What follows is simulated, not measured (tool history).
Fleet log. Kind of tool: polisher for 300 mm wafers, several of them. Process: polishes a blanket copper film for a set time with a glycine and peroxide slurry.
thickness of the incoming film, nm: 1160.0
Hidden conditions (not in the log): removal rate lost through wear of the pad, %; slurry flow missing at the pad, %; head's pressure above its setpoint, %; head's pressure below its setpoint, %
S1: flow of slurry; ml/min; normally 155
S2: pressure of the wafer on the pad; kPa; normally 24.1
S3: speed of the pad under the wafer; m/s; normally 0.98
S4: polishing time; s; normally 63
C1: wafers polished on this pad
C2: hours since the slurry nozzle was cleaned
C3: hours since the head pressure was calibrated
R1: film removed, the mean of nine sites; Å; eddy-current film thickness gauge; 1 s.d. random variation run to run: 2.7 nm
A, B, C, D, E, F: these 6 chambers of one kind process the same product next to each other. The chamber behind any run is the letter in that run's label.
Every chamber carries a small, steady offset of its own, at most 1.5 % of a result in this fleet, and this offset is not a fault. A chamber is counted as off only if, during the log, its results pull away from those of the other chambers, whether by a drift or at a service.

run   hour   S1    S2    S3  S4    C1     C2      C3      R1
       0.2  -- chamber D: worn pad replaced by a new one
 1B    5.2  155  24.1  0.98  63   910  203.3   703.8  4137.5
 2A    9.7  155  24.1  0.98  63   432  176.2    56.5    4163
 3C     17  155  24.1  0.98  63  1025  643.1   783.7  4089.8
 4F   22.3  155  24.1  0.98  63   291  319.2   328.2  4154.9
      26.8  -- chamber E: worn pad replaced by a new one
 5E   32.5  155  24.1  0.98  63    41  235.4  1166.8    4063
      37.9  -- chamber C: worn pad replaced by a new one
      38.1  -- chamber B: worn pad replaced by a new one
 6D   41.3  155  24.1  0.98  63   296  144.2   972.8  4144.5
 7A   49.5  155  24.1  0.98  63   719    216    96.3  4118.3
      51.1  -- chamber F: worn pad replaced by a new one
      54.2  -- chamber A: worn pad replaced by a new one
 8B   55.1  155  24.1  0.98  63   122  253.2   753.7  4096.5
 9E   60.2  155  31.7  0.98  63   241  263.1  1194.5  5190.5
      61.6  -- chamber B: head pressure recalibrated
      62.1  -- chamber D: head pressure recalibrated
      62.7  -- chamber D: worn pad replaced by a new one
10F     65  155  31.7  0.98  63   100  361.9   370.9  5238.3
11D   71.7  155  31.7  0.98  63    64  174.6     9.7  5262.8
12C   76.8  155  31.7  0.98  63   280  702.9   843.5  5285.2
      77.1  -- chamber B: slurry nozzle cleaned
13F   84.5  155  31.7  0.98  63   241  381.4   390.4  5295.1
        91  -- chamber E: head pressure recalibrated
14D   91.7  155  31.7  0.98  63   209  194.6    29.7  5218.1
      94.3  -- chamber E: worn pad replaced by a new one
15A   99.4  155  24.1  0.98  63   326  265.9   146.2  4105.3
16C  104.4  155  24.1  0.98  63   479  730.5   871.1  4088.7
17E  113.7  155  24.1  0.98  63   140  316.6    22.8  4411.2
18B  118.1  155  24.1  0.98  63   576     41    56.6  4148.4
     127.6  -- chamber F: worn pad replaced by a new one
19F  128.2  155  24.1  0.98  63     4  425.1   434.1  4156.1
20C  133.9  155  24.1  0.98  63   692    760   900.6  4144.8
     134.8  -- chamber D: worn pad replaced by a new one
21A  142.2  155  24.1  0.98  63   634  308.7     189  4091.7
22E  147.6  155  24.1  0.98  63   384  350.5    56.7  4450.6
23B  152.3  155  24.1  0.98  63   823   75.2    90.8  4147.2
24D  157.8  155  24.1  0.98  63   166  260.7    95.8  4153.6
25B    167  155  24.1  0.98  63   929   89.9   105.5  4186.2
     167.9  -- chamber E: worn pad replaced by a new one
     173.7  -- chamber C: worn pad replaced by a new one
     174.1  -- chamber B: worn pad replaced by a new one
     175.7  -- chamber A: worn pad replaced by a new one
26E  175.8  155  24.1  0.98  63    57  378.7    84.9  4491.7
27F  185.7  155  24.1  0.98  63   419  482.6   491.6  4133.6
28A  195.1  155  24.1  0.98  63   139  361.6   241.9  4123.7
29D  203.4  155  24.1  0.98  63   495  306.3   141.4  4116.6
30C  208.6  155  24.1  0.98  63   252  834.7   975.3  4142.5
     210.6  -- chamber F: worn pad replaced by a new one
     211.9  -- chamber D: worn pad replaced by a new one
31E  213.4  155  24.1  0.98  63   328  416.3   122.5  4501.5
32D  217.9  155  27.6  0.78  63    43  320.8   155.9  3789.8
33F  225.3  155  27.6  0.78  63   106  522.2   531.2  3860.5
     230.6  -- chamber A: head pressure recalibrated
34B  230.6  155  27.6  0.78  63   407  153.5   169.1  3824.4
     238.2  -- chamber E: worn pad replaced by a new one
35C  239.3  155  27.6  0.78  63   473  865.4    1006  3832.4
36A  248.9  155  27.6  0.78  63   527  415.4    18.4  3804.7
37E  254.9  155  27.6  0.78  63   120  457.8     164  4127.1
38A  260.5  155  24.1  0.98  63   611    427      30  4174.7

Read the log: is a single chamber off, either drifting away or since a service, is the gauge that measures every chamber drifting, or is nothing wrong beyond small per-chamber offsets? Name any odd chamber and what most likely caused it.

Chamber E has stood off from the others ever since a service on it.
Likeliest cause: head's pressure above its setpoint, % = 9.94.

Which of the 4 candidates below, each the usual settings with something changed and its results left as question marks, puts chamber E back in line with what the other chambers give on the usual settings?
In line here means within this much of the mean the other chambers give on the usual settings: R1 92 Å
39E-1  267.8  155  24.8  0.98  63               ?
39E-2  267.8  155  24.1  0.96  62               ?
39E-3  267.8  155  24.1   0.9  63               ?
39E-4  267.8  155  24.8     1  65               ?

Other chambers, usual settings, mean: R1 4135.2 Å
  run      R1
39E-1  4567.2
39E-2  4310.2
39E-3  4145.6
39E-4    4795
39E-3 is the one that brings the chamber's results back in line with the other chambers.
